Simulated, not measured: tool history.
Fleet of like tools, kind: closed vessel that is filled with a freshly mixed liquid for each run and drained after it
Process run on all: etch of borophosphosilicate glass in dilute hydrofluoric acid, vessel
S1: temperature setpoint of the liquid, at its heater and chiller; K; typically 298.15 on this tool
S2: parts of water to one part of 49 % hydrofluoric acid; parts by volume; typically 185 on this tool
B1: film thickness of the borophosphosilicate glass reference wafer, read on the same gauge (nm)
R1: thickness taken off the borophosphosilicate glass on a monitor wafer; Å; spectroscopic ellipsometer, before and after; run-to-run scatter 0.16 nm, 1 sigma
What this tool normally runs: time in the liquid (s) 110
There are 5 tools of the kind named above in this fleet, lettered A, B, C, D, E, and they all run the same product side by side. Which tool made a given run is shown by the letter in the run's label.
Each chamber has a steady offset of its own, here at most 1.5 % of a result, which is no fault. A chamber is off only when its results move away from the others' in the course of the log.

{"run": "1D", "hour": 13.1, "S1": 298.15, "S2": 185, "time in the liquid (s)": 110, "B1": 70.036, "R1": 316.07}
{"run": "2A", "hour": 23.5, "S1": 298.15, "S2": 185, "time in the liquid (s)": 110, "B1": 70.042, "R1": 323.61}
{"run": "3C", "hour": 30.8, "S1": 298.15, "S2": 185, "time in the liquid (s)": 110, "B1": 69.982, "R1": 325.38}
{"run": "4E", "hour": 38.5, "S1": 298.15, "S2": 185, "time in the liquid (s)": 110, "B1": 69.96, "R1": 319.62}
{"run": "5B", "hour": 49.7, "S1": 298.15, "S2": 185, "time in the liquid (s)": 110, "B1": 69.998, "R1": 319.92}
{"run": "6B", "hour": 60.4, "S1": 298.15, "S2": 185, "time in the liquid (s)": 110, "B1": 70.007, "R1": 323.06}
{"run": "7D", "hour": 69.6, "S1": 298.15, "S2": 185, "time in the liquid (s)": 110, "B1": 70.026, "R1": 319.47}
{"run": "8A", "hour": 79.7, "S1": 298.15, "S2": 185, "time in the liquid (s)": 110, "B1": 69.983, "R1": 321.12}
{"run": "9E", "hour": 90.9, "S1": 298.15, "S2": 185, "time in the liquid (s)": 110, "B1": 69.99, "R1": 319.79}
{"run": "10C", "hour": 98.9, "S1": 298.15, "S2": 185, "time in the liquid (s)": 110, "B1": 69.956, "R1": 323.15}
{"run": "11A", "hour": 107.9, "S1": 298.15, "S2": 185, "time in the liquid (s)": 110, "B1": 69.991, "R1": 321.99}
{"run": "12C", "hour": 121.2, "S1": 298.15, "S2": 185, "time in the liquid (s)": 110, "B1": 70.018, "R1": 326.68}
{"run": "13D", "hour": 127.3, "S1": 295.15, "S2": 275, "time in the liquid (s)": 110, "B1": 69.966, "R1": 176.98}
{"run": "14E", "hour": 137.3, "S1": 295.15, "S2": 275, "time in the liquid (s)": 110, "B1": 70.03, "R1": 174.45}
{"run": "15B", "hour": 145.6, "S1": 295.15, "S2": 275, "time in the liquid (s)": 110, "B1": 69.97, "R1": 176.89}
{"run": "16A", "hour": 157.0, "S1": 295.15, "S2": 275, "time in the liquid (s)": 110, "B1": 70.029, "R1": 176.54}
{"run": "17C", "hour": 163.0, "S1": 295.15, "S2": 275, "time in the liquid (s)": 110, "B1": 70.019, "R1": 179.45}
{"run": "18E", "hour": 170.5, "S1": 298.15, "S2": 185, "time in the liquid (s)": 110, "B1": 69.952, "R1": 318.92}
{"run": "19D", "hour": 176.3, "S1": 298.15, "S2": 185, "time in the liquid (s)": 110, "B1": 69.98, "R1": 318.08}
{"run": "20B", "hour": 184.7, "S1": 298.15, "S2": 185, "time in the liquid (s)": 110, "B1": 70.013, "R1": 326.37}
{"run": "21E", "hour": 194.6, "S1": 298.15, "S2": 185, "time in the liquid (s)": 110, "B1": 69.983, "R1": 319.5}
{"run": "22C", "hour": 206.3, "S1": 298.15, "S2": 185, "time in the liquid (s)": 110, "B1": 69.952, "R1": 323.77}
{"run": "23D", "hour": 212.9, "S1": 298.15, "S2": 185, "time in the liquid (s)": 110, "B1": 69.997, "R1": 315.95}
{"run": "24B", "hour": 224.6, "S1": 298.15, "S2": 185, "time in the liquid (s)": 110, "B1": 69.948, "R1": 327.03}
{"run": "25A", "hour": 233.9, "S1": 298.15, "S2": 185, "time in the liquid (s)": 130, "B1": 69.992, "R1": 379.7}
{"hour": 241.5, "done": "chamber E: hydrofluoric acid flow meter replaced"}
{"run": "26D", "hour": 243.0, "S1": 298.15, "S2": 185, "time in the liquid (s)": 130, "B1": 70.011, "R1": 376.91}
{"run": "27C", "hour": 250.3, "S1": 298.15, "S2": 185, "time in the liquid (s)": 130, "B1": 70.021, "R1": 384.28}
{"run": "28B", "hour": 260.2, "S1": 298.15, "S2": 185, "time in the liquid (s)": 130, "B1": 70.026, "R1": 386.67}
{"run": "29E", "hour": 266.2, "S1": 298.15, "S2": 185, "time in the liquid (s)": 130, "B1": 69.948, "R1": 381.51}
{"run": "30A", "hour": 277.5, "S1": 298.15, "S2": 185, "time in the liquid (s)": 110, "B1": 70.009, "R1": 321.56}
{"run": "31C", "hour": 289.7, "S1": 298.15, "S2": 185, "time in the liquid (s)": 110, "B1": 69.99, "R1": 323.92}
{"run": "32D", "hour": 302.3, "S1": 298.15, "S2": 185, "time in the liquid (s)": 110, "B1": 70.02, "R1": 318.12}
{"run": "33A", "hour": 309.6, "S1": 301.15, "S2": 185, "time in the liquid (s)": 165, "B1": 69.989, "R1": 535.67}
{"run": "34E", "hour": 317.5, "S1": 301.15, "S2": 185, "time in the liquid (s)": 165, "B1": 70.019, "R1": 534.89}
{"run": "35B", "hour": 325.6, "S1": 301.15, "S2": 185, "time in the liquid (s)": 165, "B1": 69.924, "R1": 554.76}
{"run": "36A", "hour": 332.0, "S1": 301.15, "S2": 185, "time in the liquid (s)": 165, "B1": 70.011, "R1": 538.3}

Each of the 5 chambers runs these same settings next. Fill in every chamber's results:
{"run": "37A", "hour": 341.8, "S1": 298.15, "S2": 185, "time in the liquid (s)": 110, "R1": "?"}
{"run": "37B", "hour": 341.8, "S1": 298.15, "S2": 185, "time in the liquid (s)": 110, "R1": "?"}
{"run": "37C", "hour": 341.8, "S1": 298.15, "S2": 185, "time in the liquid (s)": 110, "R1": "?"}
{"run": "37D", "hour": 341.8, "S1": 298.15, "S2": 185, "time in the liquid (s)": 110, "R1": "?"}
{"run": "37E", "hour": 341.8, "S1": 298.15, "S2": 185, "time in the liquid (s)": 110, "R1": "?"}

run=37A R1=323.69
run=37B R1=332.06
run=37C R1=326.31
run=37D R1=314.57
run=37E R1=320.27

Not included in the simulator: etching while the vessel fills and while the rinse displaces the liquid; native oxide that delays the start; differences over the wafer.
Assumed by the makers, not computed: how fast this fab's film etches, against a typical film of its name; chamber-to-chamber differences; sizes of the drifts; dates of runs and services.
